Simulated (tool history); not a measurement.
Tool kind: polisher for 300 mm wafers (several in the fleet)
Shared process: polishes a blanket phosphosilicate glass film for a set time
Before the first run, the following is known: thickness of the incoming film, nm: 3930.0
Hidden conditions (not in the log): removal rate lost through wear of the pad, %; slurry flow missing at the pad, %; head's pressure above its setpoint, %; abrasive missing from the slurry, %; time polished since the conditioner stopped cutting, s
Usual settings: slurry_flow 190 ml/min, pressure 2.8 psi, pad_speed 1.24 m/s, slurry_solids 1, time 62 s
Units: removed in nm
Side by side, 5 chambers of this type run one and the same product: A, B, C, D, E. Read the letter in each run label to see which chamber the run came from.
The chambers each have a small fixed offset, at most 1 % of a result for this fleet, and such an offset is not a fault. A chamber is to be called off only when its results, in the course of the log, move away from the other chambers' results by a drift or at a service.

run   hour  slurry_flow  pressure  pad_speed  slurry_solids  time  wafers polished on this pad  hours since the slurry nozzle was cleaned  hours since the head pressure was calibrated  hours since the slurry blender was calibrated  hours since the conditioning disc was replaced  removed
       0.6  -- chamber B: slurry blender recalibrated
 1A    7.9          190       2.8       1.24              1    62                          932                                      270.8                                         415.3                                          162.9                                           280.6   452.04
      11.8  -- chamber A: head pressure recalibrated
 2B   16.9          190       2.8       1.24              1    62                          558                                      829.9                                        1190.6                                           16.4                                            30.8   449.97
 3E   25.3          190       2.8       1.24              1    62                          800                                       72.4                                         423.9                                           83.5                                           446.9   458.66
      26.4  -- chamber C: worn pad replaced by a new one
 4D     35          190       2.8       1.24              1    62                          755                                      212.3                                           599                                            134                                            92.7   469.89
      38.6  -- chamber A: worn pad replaced by a new one
      46.6  -- chamber A: conditioning disc replaced and pad reconditioned
      46.7  -- chamber E: slurry blender recalibrated
 5C   46.7          190       2.8       1.24              1    62                          137                                      466.2                                         146.1                                          211.9                                            51.1   456.53
      50.8  -- chamber B: worn pad replaced by a new one
        55  -- chamber D: slurry nozzle cleaned
 6D   56.5          190       2.8       1.24              1    62                          900                                        1.6                                         620.5                                          155.5                                           114.2   463.36
      57.9  -- chamber C: slurry nozzle cleaned
 7A   67.2          190       2.8       1.24              1    62                          193                                      330.1                                          55.5                                          222.2                                            20.6   465.04
 8B   78.6          190       2.8       1.24              1    62                          188                                      891.6                                        1252.3                                           78.1                                            92.5    462.8
      83.8  -- chamber D: slurry blender recalibrated
 9E   85.2          190       3.4       1.24              1    55                         1205                                      132.3                                         483.8                                           38.6                                           506.8   495.64
      87.7  -- chamber B: slurry nozzle cleaned
      90.8  -- chamber E: worn pad replaced by a new one
10C   91.4          190       3.4       1.24              1    55                          439                                       33.5                                         190.8                                          256.6                                            95.8   504.34
      95.6  -- chamber C: slurry blender recalibrated
11E   97.4          190       3.4       1.24              1    55                           45                                      144.5                                           496                                           50.8                                             519   503.81
12D  105.1          190       3.4       1.24              1    55                         1228                                       50.2                                         669.1                                           21.4                                           162.8   492.47
     110.5  -- chamber D: conditioning disc replaced and pad reconditioned
13B    111          190       3.4       1.24              1    55                          407                                       23.3                                        1284.7                                          110.5                                           124.9   496.53
14C  118.8          190       2.8       1.24              1    62                          624                                       60.9                                         218.2                                           23.2                                           123.2   462.55
15A  128.8          190       2.8       1.24              1    62                          609                                      391.7                                         117.1                                          283.8                                            82.2   451.77
16C  140.5          190       2.8       1.24              1    62                          771                                       82.6                                         239.9                                           44.9                                           144.9   461.15
17E  149.7          190       2.8       1.24              1    62                          398                                      196.8                                         548.3                                          103.1                                           571.3   460.21
     158.5  -- chamber E: slurry blender recalibrated
18D  160.4          190       2.8       1.24              1    62                         1602                                      105.5                                         724.4                                           76.7                                              50   443.55
     161.7  -- chamber A: slurry blender recalibrated
19B  171.3          190       2.8       1.24              1    62                          814                                       83.6                                          1345                                          170.8                                           185.2   458.57
20A  181.8          190       2.8       1.24              1    62                          968                                      444.7                                         170.1                                           20.1                                           135.2   459.07
     186.9  -- chamber B: slurry blender recalibrated
21A  192.5          190       2.8       1.24              1    62                         1040                                      455.4                                         180.8                                           30.8                                           145.9   469.34
     193.9  -- chamber B: worn pad replaced by a new one
     194.4  -- chamber C: worn pad replaced by a new one
     197.9  -- chamber E: conditioning disc replaced and pad reconditioned
22D  204.1          190       2.8       1.24              1    62                         1897                                      149.2                                         768.1                                          120.4                                            93.7   435.97
     212.5  -- chamber E: slurry nozzle cleaned
     213.7  -- chamber E: head pressure recalibrated
23E  215.8          190       2.8       1.24              1    62                          845                                        3.3                                           2.2                                           57.4                                            17.9   464.81
     215.9  -- chamber A: worn pad replaced by a new one
24C  225.1          190       2.8       1.24              1    62                          207                                      167.2                                         324.5                                          129.5                                           229.5   458.79
25B  232.6          190       3.6       1.02              1    62                          261                                      144.9                                        1406.3                                           45.8                                           246.5   509.75
26B  240.8          190       3.6       1.02              1    62                          317                                      153.1                                        1414.5                                             54                                           254.7   503.58
     246.5  -- chamber E: worn pad replaced by a new one
     249.4  -- chamber E: slurry blender recalibrated
27C  251.8          190       3.6       1.02              1    62                          388                                      193.9                                         351.2                                          156.2                                           256.2   504.09
28A  262.9          190       3.6       1.02              1    62                          317                                      525.8                                         251.2                                          101.2                                           216.3   507.72
29E  274.6          190       3.6       1.02              1    62                          190                                       62.1                                            61                                           25.3                                            76.7    510.3
     278.9  -- chamber D: slurry nozzle cleaned
30D  286.3          190       2.8       1.24              1    62                         2453                                        7.4                                         850.3                                          202.6                                           175.9   418.91
     288.6  -- chamber D: conditioning disc replaced and pad reconditioned
     290.1  -- chamber D: slurry blender recalibrated
31E    295          190       2.8       1.24              1    62                          328                                       82.5                                          81.4                                           45.7                                            97.1   465.23
32D  302.8          190       2.8       1.24              1    62                         2564                                       23.9                                         866.8                                           12.8                                            14.2   418.31
33A    310          190       2.8       1.24              1    62                          636                                      572.9                                         298.3                                          148.3                                           263.4   463.13
34B  315.9          190       2.8       1.24              1    62                          824                                      228.2                                        1489.6                                          129.1                                           329.8   447.95
35C  324.8          190       2.8       1.24              1    62                          881                                      266.9                                         424.2                                          229.2                                           329.2   456.94
36D  332.5          190       2.8       1.24              1    62                         2765                                       53.6                                         896.5                                           42.5                                            43.9   413.14

Next, every chamber runs the same settings. What will each give?
37A   341          190       2.8       1.24              1    62                                                                                                                                                                                                                             ?
37B   341          190       2.8       1.24              1    62                                                                                                                                                                                                                             ?
37C   341          190       2.8       1.24              1    62                                                                                                                                                                                                                             ?
37D   341          190       2.8       1.24              1    62                                                                                                                                                                                                                             ?
37E   341          190       2.8       1.24              1    62                                                                                                                                                                                                                             ?

run  removed
37A   456.92
37B   458.71
37C   466.75
37D   419.27
37E   467.36

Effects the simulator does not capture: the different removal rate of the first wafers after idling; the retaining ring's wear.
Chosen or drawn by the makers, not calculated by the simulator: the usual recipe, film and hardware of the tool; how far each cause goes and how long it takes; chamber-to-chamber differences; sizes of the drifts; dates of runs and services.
